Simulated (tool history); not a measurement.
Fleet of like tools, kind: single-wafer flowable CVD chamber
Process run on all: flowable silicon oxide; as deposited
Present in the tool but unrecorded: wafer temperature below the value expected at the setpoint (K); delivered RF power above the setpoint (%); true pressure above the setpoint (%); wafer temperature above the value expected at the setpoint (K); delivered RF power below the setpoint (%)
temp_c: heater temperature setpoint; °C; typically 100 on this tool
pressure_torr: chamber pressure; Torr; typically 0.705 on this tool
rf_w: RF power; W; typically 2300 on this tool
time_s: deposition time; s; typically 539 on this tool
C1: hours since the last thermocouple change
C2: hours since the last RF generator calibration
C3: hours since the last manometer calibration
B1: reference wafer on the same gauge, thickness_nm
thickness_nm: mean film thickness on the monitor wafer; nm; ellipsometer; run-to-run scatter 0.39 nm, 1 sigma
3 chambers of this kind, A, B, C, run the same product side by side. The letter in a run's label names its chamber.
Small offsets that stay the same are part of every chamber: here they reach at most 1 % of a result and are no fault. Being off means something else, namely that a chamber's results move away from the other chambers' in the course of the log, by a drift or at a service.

run 1B hour=4 | temp_c=100 pressure_torr=0.705 rf_w=2300 time_s=539 | C1=31.4 C2=477.4 C3=376.3 | B1=266.89 | thickness_nm=285.93
run 2C hour=7.4 | temp_c=100 pressure_torr=0.705 rf_w=2300 time_s=539 | C1=249.6 C2=603.4 C3=86.9 | B1=266.97 | thickness_nm=283.5
run 3A hour=11.9 | temp_c=100 pressure_torr=0.705 rf_w=2300 time_s=539 | C1=1396.6 C2=60.2 C3=815.3 | B1=266.83 | thickness_nm=286.06
run 4B hour=14.7 | temp_c=100 pressure_torr=0.705 rf_w=2300 time_s=539 | C1=42.1 C2=488.1 C3=387 | B1=266.85 | thickness_nm=284.58
run 5A hour=18.5 | temp_c=100 pressure_torr=0.705 rf_w=2300 time_s=539 | C1=1403.2 C2=66.8 C3=821.9 | B1=266.72 | thickness_nm=286.24
run 6C hour=23.1 | temp_c=100 pressure_torr=0.705 rf_w=2300 time_s=539 | C1=265.3 C2=619.1 C3=102.6 | B1=266.81 | thickness_nm=283.7
run 7A hour=26.1 | temp_c=100 pressure_torr=0.705 rf_w=2300 time_s=539 | C1=1410.8 C2=74.4 C3=829.5 | B1=266.72 | thickness_nm=286.29
run 8C hour=29 | temp_c=100 pressure_torr=0.705 rf_w=2300 time_s=539 | C1=271.2 C2=625 C3=108.5 | B1=266.64 | thickness_nm=283.26
run 9B hour=31.8 | temp_c=100 pressure_torr=0.705 rf_w=2300 time_s=539 | C1=59.2 C2=505.2 C3=404.1 | B1=266.59 | thickness_nm=285.03
run 10A hour=35.1 | temp_c=100 pressure_torr=0.705 rf_w=2300 time_s=539 | C1=1419.8 C2=83.4 C3=838.5 | B1=266.6 | thickness_nm=285.72
run 11C hour=37.3 | temp_c=90 pressure_torr=0.626 rf_w=2300 time_s=539 | C1=279.5 C2=633.3 C3=116.8 | B1=266.54 | thickness_nm=335.67
run 12B hour=41.6 | temp_c=90 pressure_torr=0.626 rf_w=2300 time_s=539 | C1=69 C2=515 C3=413.9 | B1=266.52 | thickness_nm=336.1
run 13B hour=45.2 | temp_c=90 pressure_torr=0.626 rf_w=2300 time_s=539 | C1=72.6 C2=518.6 C3=417.5 | B1=266.48 | thickness_nm=336.58
run 14C hour=47.9 | temp_c=100 pressure_torr=0.705 rf_w=2300 time_s=539 | C1=290.1 C2=643.9 C3=127.4 | B1=266.47 | thickness_nm=283.17
run 15A hour=52.8 | temp_c=100 pressure_torr=0.705 rf_w=2300 time_s=539 | C1=1437.5 C2=101.1 C3=856.2 | B1=266.47 | thickness_nm=286.39
run 16C hour=55.5 | temp_c=100 pressure_torr=0.705 rf_w=2090 time_s=596 | C1=297.7 C2=651.5 C3=135 | B1=266.35 | thickness_nm=307.71
run 17B hour=57.7 | temp_c=100 pressure_torr=0.705 rf_w=2090 time_s=596 | C1=85.1 C2=531.1 C3=430 | B1=266.33 | thickness_nm=309.57
run 18A hour=59.9 | temp_c=100 pressure_torr=0.705 rf_w=2090 time_s=596 | C1=1444.6 C2=108.2 C3=863.3 | B1=266.35 | thickness_nm=310.74
run 19C hour=63.2 | temp_c=100 pressure_torr=0.705 rf_w=2300 time_s=539 | C1=305.4 C2=659.2 C3=142.7 | B1=266.2 | thickness_nm=283.12
run 20A hour=68 | temp_c=111 pressure_torr=0.705 rf_w=2300 time_s=622 | C1=1452.7 C2=116.3 C3=871.4 | B1=266.16 | thickness_nm=227.22
run 21B hour=71.8 | temp_c=111 pressure_torr=0.705 rf_w=2300 time_s=622 | C1=99.2 C2=545.2 C3=444.1 | B1=266.01 | thickness_nm=226.59
run 22B hour=74.7 | temp_c=111 pressure_torr=0.705 rf_w=2300 time_s=622 | C1=102.1 C2=548.1 C3=447 | B1=266.04 | thickness_nm=226.57
run 23A hour=79.5 | temp_c=100 pressure_torr=0.705 rf_w=2300 time_s=539 | C1=1464.2 C2=127.8 C3=882.9 | B1=265.95 | thickness_nm=285.96
run 24C hour=82.3 | temp_c=100 pressure_torr=0.705 rf_w=2300 time_s=539 | C1=324.5 C2=678.3 C3=161.8 | B1=266.12 | thickness_nm=282.76
run 25A hour=86.3 | temp_c=100 pressure_torr=0.705 rf_w=1855 time_s=539 | C1=1471 C2=134.6 C3=889.7 | B1=266.08 | thickness_nm=274.51
run 26B hour=89.4 | temp_c=100 pressure_torr=0.705 rf_w=1855 time_s=539 | C1=116.8 C2=562.8 C3=461.7 | B1=265.99 | thickness_nm=271.63
run 27C hour=92.9 | temp_c=100 pressure_torr=0.705 rf_w=1855 time_s=539 | C1=335.1 C2=688.9 C3=172.4 | B1=265.89 | thickness_nm=271.25
run 28B hour=97.6 | temp_c=100 pressure_torr=0.705 rf_w=2300 time_s=539 | C1=125 C2=571 C3=469.9 | B1=265.84 | thickness_nm=283.56
run 29C hour=101 | temp_c=100 pressure_torr=0.705 rf_w=2300 time_s=539 | C1=343.2 C2=697 C3=180.5 | B1=265.72 | thickness_nm=282.84
run 30A hour=104.1 | temp_c=100 pressure_torr=0.705 rf_w=2300 time_s=539 | C1=1488.8 C2=152.4 C3=907.5 | B1=265.76 | thickness_nm=285.41
run 31C hour=107.2 | temp_c=100 pressure_torr=0.705 rf_w=2300 time_s=539 | C1=349.4 C2=703.2 C3=186.7 | B1=265.7 | thickness_nm=282.63
run 32A hour=111.5 | temp_c=109 pressure_torr=0.705 rf_w=2300 time_s=539 | C1=1496.2 C2=159.8 C3=914.9 | B1=265.69 | thickness_nm=210.58
run 33B hour=114.1 | temp_c=109 pressure_torr=0.705 rf_w=2300 time_s=539 | C1=141.5 C2=587.5 C3=486.4 | B1=265.62 | thickness_nm=209.1
run 34A hour=117.1 | temp_c=109 pressure_torr=0.705 rf_w=2300 time_s=539 | C1=1501.8 C2=165.4 C3=920.5 | B1=265.63 | thickness_nm=209.92
run 35C hour=120.7 | temp_c=100 pressure_torr=0.705 rf_w=2300 time_s=539 | C1=362.9 C2=716.7 C3=200.2 | B1=265.64 | thickness_nm=281.91

Is one chamber off against the others, does the gauge drift, or is nothing wrong? If a chamber is off, say which, and what the likeliest cause is.

Every chamber seems to shift together because the gauge that measures them all drifts; the chambers themselves are fine.
What lies behind it: gauge reads low (%) = 0.56.
